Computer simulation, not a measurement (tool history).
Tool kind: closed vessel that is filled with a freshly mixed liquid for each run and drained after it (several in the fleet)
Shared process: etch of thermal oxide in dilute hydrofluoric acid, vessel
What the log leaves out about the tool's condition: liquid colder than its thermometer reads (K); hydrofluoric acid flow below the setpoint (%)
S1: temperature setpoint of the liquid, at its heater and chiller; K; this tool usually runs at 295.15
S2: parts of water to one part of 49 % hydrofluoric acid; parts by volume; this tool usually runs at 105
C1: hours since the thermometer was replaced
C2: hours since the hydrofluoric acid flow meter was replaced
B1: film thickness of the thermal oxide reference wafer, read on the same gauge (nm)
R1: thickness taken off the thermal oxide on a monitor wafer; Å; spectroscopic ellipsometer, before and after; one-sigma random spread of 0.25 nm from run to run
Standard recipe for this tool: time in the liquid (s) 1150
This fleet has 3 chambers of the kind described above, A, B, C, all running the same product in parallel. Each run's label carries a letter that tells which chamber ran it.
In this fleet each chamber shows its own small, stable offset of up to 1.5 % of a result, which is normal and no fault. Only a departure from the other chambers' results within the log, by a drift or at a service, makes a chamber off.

Run 1A, day 0.308: usual settings; C1 432.5; C2 1552.3; B1 39.999. Result: R1 498.28 Å.
Run 2C, day 0.708: usual settings; C1 20.2; C2 491.8; B1 39.982. Result: R1 500.61 Å.
Run 3B, day 1.225: usual settings; C1 301.2; C2 95.2; B1 39.983. Result: R1 497.03 Å.
Run 4A, day 1.521: usual settings; C1 461.6; C2 1581.4; B1 40.013. Result: R1 496.39 Å.
Run 5C, day 1.925: usual settings; C1 49.4; C2 521; B1 40.014. Result: R1 496.72 Å.
Run 6B, day 2.188: usual settings but S1 299.65 K, S2 90 parts by volume; C1 324.3; C2 118.3; B1 40.007. Result: R1 699.15 Å.
Run 7B, day 2.646: usual settings but S1 299.65 K, S2 90 parts by volume; C1 335.3; C2 129.3; B1 39.99. Result: R1 706.78 Å.
Run 8A, day 2.975: usual settings but S1 299.65 K, S2 90 parts by volume; C1 496.5; C2 1616.3; B1 40.011. Result: R1 707.67 Å.
Run 9C, day 3.217: usual settings; C1 80.4; C2 552; B1 40.012. Result: R1 501.18 Å.
Run 10A, day 3.554: usual settings; C1 510.4; C2 1630.2; B1 39.99. Result: R1 491.94 Å.
Run 11C, day 3.858: usual settings; C1 95.8; C2 567.4; B1 39.986. Result: R1 496.97 Å.
Run 12B, day 4.275: usual settings; C1 374.4; C2 168.4; B1 39.995. Result: R1 496.71 Å.
Run 13C, day 4.725: usual settings; C1 116.6; C2 588.2; B1 40.003. Result: R1 501.59 Å.
Run 14A, day 5.075: usual settings; C1 546.9; C2 1666.7; B1 39.99. Result: R1 490.79 Å.
Run 15B, day 5.558: usual settings; C1 405.2; C2 199.2; B1 40.004. Result: R1 493.72 Å.
Run 16C, day 6: usual settings; C1 147.2; C2 618.8; B1 39.989. Result: R1 498.22 Å.
Run 17B, day 6.279: usual settings; C1 422.5; C2 216.5; B1 39.982. Result: R1 492.19 Å.
Run 18A, day 6.538: usual settings; C1 582; C2 1701.8; B1 40.026. Result: R1 480.78 Å.
Run 19B, day 6.921: usual settings but S1 292.15 K; C1 437.9; C2 231.9; B1 40.001. Result: R1 438.25 Å.
Run 20A, day 7.35: usual settings but S1 292.15 K; C1 601.5; C2 1721.3; B1 39.992. Result: R1 418.26 Å.
Run 21C, day 7.642: usual settings but S1 292.15 K; C1 186.6; C2 658.2; B1 40.005. Result: R1 443.76 Å.
Run 22C, day 7.988: usual settings; C1 194.9; C2 666.5; B1 39.969. Result: R1 502.16 Å.
Run 23A, day 8.296: usual settings; C1 624.2; C2 1744; B1 40.005. Result: R1 467.74 Å.
Run 24B, day 8.742: usual settings; C1 481.6; C2 275.6; B1 40.008. Result: R1 492.2 Å.
Run 25A, day 9.008: usual settings but time in the liquid (s) 595; C1 641.3; C2 1761.1; B1 40.015. Result: R1 243.18 Å.

Predict what each chamber gives when all 3 of them run the settings below next.
Run 26A, day 9.379: usual settings. Result: R1 ?.
Run 26B, day 9.379: usual settings. Result: R1 ?.
Run 26C, day 9.379: usual settings. Result: R1 ?.

run      R1
26A  462.77
26B  496.14
26C  505.03

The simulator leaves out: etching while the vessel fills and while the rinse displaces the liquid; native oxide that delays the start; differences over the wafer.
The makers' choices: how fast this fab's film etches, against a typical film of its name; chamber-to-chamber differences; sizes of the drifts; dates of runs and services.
